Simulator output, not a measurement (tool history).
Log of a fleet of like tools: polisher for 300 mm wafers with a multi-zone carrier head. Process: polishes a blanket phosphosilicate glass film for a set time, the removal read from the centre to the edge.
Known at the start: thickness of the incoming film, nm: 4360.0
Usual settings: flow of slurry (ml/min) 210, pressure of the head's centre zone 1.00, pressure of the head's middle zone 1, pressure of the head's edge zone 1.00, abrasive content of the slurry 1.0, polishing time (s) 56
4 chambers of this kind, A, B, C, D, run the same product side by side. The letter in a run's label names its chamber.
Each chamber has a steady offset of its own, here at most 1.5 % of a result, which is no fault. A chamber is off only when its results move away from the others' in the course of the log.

run	hour	flow of slurry (ml/min)	pressure of the head's centre zone	pressure of the head's middle zone	pressure of the head's edge zone	abrasive content of the slurry	polishing time (s)	wafers polished on this pad	hours since the slurry nozzle was cleaned	hours since the centre zone pressure was calibrated	hours since the edge zone pressure was calibrated	film removed at the wafer's centre (nm)	film removed at mid-radius (nm)	film removed at the wafer's edge (nm)
1D	6.6	210	1.00	1	1.00	1.0	56	900	201.3	313.4	123.2	446.02	453.35	443.85
2C	11.6	210	1.00	1	1.00	1.0	56	1125	155.6	535.6	319.5	449.26	437.68	445.67
# hour 12.5: chamber D: worn pad replaced by a new one
3A	17.5	210	1.00	1	1.00	1.0	56	673	141.4	818.7	70.8	448.49	450.01	445.83
4B	26.4	210	1.00	1	1.00	1.0	56	333	167.6	361.4	509.2	448.47	444.25	446.90
5B	32.0	210	1.00	1	1.00	0.8	56	400	173.2	367.0	514.8	397.32	399.28	389.37
# hour 36.2: chamber C: worn pad replaced by a new one
# hour 36.7: chamber C: edge zone pressure recalibrated
6D	39.1	210	1.00	1	1.00	0.8	56	318	233.8	345.9	155.7	402.36	399.30	401.34
7A	47.7	210	1.00	1	1.00	0.8	56	1034	171.6	848.9	101.0	407.38	403.06	403.73
8C	51.8	210	1.00	1	1.00	0.8	56	187	195.8	575.8	15.2	406.33	398.09	400.77
# hour 56.2: chamber A: worn pad replaced by a new one
9A	57.1	210	1.00	1	1.00	1.0	56	11	181.0	858.3	110.4	443.76	440.18	454.63
10B	62.7	210	1.00	1	1.00	1.0	56	768	203.9	397.7	545.5	442.77	447.47	442.15
11C	70.2	210	1.00	1	1.00	1.0	56	407	214.2	594.2	33.6	446.37	444.64	449.90
12D	78.3	210	1.06	1	0.92	1.0	56	787	273.0	385.1	194.9	478.72	446.99	423.98
# hour 80.8: chamber A: centre zone pressure recalibrated
13D	83.6	210	1.06	1	0.92	1.0	56	850	278.3	390.4	200.2	477.95	439.10	428.12
14B	91.7	210	1.06	1	0.92	1.0	56	1115	232.9	426.7	574.5	471.61	443.78	423.04
# hour 94.7: chamber D: worn pad replaced by a new one
15A	97.2	210	1.06	1	0.92	1.0	56	491	221.1	16.5	150.5	473.57	445.64	430.60
# hour 98.6: chamber B: worn pad replaced by a new one
16C	103.3	210	1.00	1	1.00	1.0	56	803	247.3	627.3	66.7	449.87	440.80	444.64
17D	111.8	210	1.00	1	1.00	1.0	56	205	306.5	418.6	228.4	439.69	450.10	442.67
18C	118.0	210	1.00	1	1.00	1.0	56	979	262.0	642.0	81.4	447.66	442.44	442.10
# hour 121.2: chamber D: centre zone pressure recalibrated
19B	123.0	210	1.00	1	1.00	1.0	56	292	264.2	458.0	605.8	441.90	449.79	444.25
20A	126.9	210	1.00	1	1.00	1.0	56	847	250.8	46.2	180.2	445.64	446.84	447.62
21B	134.3	210	1.00	1	1.00	1.0	56	427	275.5	469.3	617.1	442.38	442.81	450.52
# hour 135.3: chamber D: slurry nozzle cleaned
22A	141.4	210	1.00	1	1.00	1.0	56	1020	265.3	60.7	194.7	445.92	444.15	455.68
# hour 142.8: chamber A: worn pad replaced by a new one
23D	146.5	210	1.00	1	1.00	1.0	56	620	11.3	25.4	263.1	483.67	440.95	449.59
# hour 149.0: chamber C: worn pad replaced by a new one
24C	151.3	210	1.00	1	1.00	1.0	56	27	295.3	675.3	114.7	455.22	445.38	442.30
25B	155.2	210	1.00	1	1.00	1.0	56	677	296.4	490.2	638.0	447.07	453.76	444.82
26D	161.3	210	1.00	1	1.00	1.0	56	797	26.1	40.2	277.9	479.65	450.57	448.64
# hour 165.8: chamber B: centre zone pressure recalibrated
27A	167.5	210	1.00	1	1.00	1.0	56	296	291.4	86.8	220.8	447.20	437.55	445.32
28C	175.2	210	1.00	1	1.00	1.0	56	313	319.2	699.2	138.6	447.41	450.11	445.12
29B	179.5	210	1.00	1	1.00	1.0	56	968	320.7	13.7	662.3	450.01	441.17	442.67
# hour 186.1: chamber D: worn pad replaced by a new one
30A	188.0	210	1.00	1	1.00	1.0	56	541	311.9	107.3	241.3	441.98	454.58	448.30
# hour 188.6: chamber C: slurry nozzle cleaned
31C	193.3	210	1.00	1	1.00	0.8	56	530	4.8	717.3	156.7	398.16	387.58	397.74
32D	200.8	210	1.00	1	1.00	0.8	56	177	65.6	79.7	317.4	435.82	403.00	406.50
# hour 204.3: chamber B: worn pad replaced by a new one
# hour 207.2: chamber C: centre zone pressure recalibrated
33A	208.0	210	1.00	1	1.00	0.8	56	780	331.9	127.3	261.3	403.52	398.65	402.48
34B	212.3	210	1.00	1	1.00	0.8	56	96	353.5	46.5	695.1	402.41	402.10	402.48
35C	220.0	210	1.00	1	1.00	1.0	56	849	31.5	12.8	183.4	444.84	456.39	441.12
36D	224.6	210	1.00	1	1.00	1.0	56	461	89.4	103.5	341.2	486.41	440.50	450.72
37B	232.3	210	1.00	1	1.00	1.0	56	335	373.5	66.5	715.1	448.54	439.61	442.18
38A	236.6	210	1.00	1	0.91	1.0	56	1123	360.5	155.9	289.9	441.82	447.12	434.38
39D	245.4	210	1.00	1	0.91	1.0	56	710	110.2	124.3	362.0	488.56	450.95	428.72

What goes on in this fleet: one chamber off, a drifting gauge, or nothing beyond the chambers' own small offsets? Name the chamber and the cause, if any.

A service left chamber D off against the others.
Cause: centre zone's pressure above its setpoint, % = 7.78.

Here are 4 candidates for chamber D's next run, each the usual settings with a change, their results left as question marks. Which one brings its results back in line with what the others give on the usual settings?
In line means no further than this from the other chambers' mean on the usual settings: film removed at the wafer's centre (nm) 12.00; film removed at mid-radius (nm) 17.00; film removed at the wafer's edge (nm) 16.00
40D-1	251.8	205	0.94	1.01	1.02	1.0	56					?	?	?
40D-2	251.8	215	1.06	0.99	0.98	1.0	57					?	?	?
40D-3	251.8	210	1.02	1.00	0.99	1.0	56					?	?	?
40D-4	251.8	210	0.98	1.00	1.01	1.0	56					?	?	?

The other chambers' mean on the usual settings: film removed at the wafer's centre (nm) 447.50; film removed at mid-radius (nm) 445.61; film removed at the wafer's edge (nm) 447.32
run	film removed at the wafer's centre (nm)	film removed at mid-radius (nm)	film removed at the wafer's edge (nm)
40D-1	450.87	447.78	450.85
40D-2	526.55	450.11	451.53
40D-3	494.51	445.00	444.89
40D-4	473.51	445.09	449.65
40D-1 brings the chamber back in line.
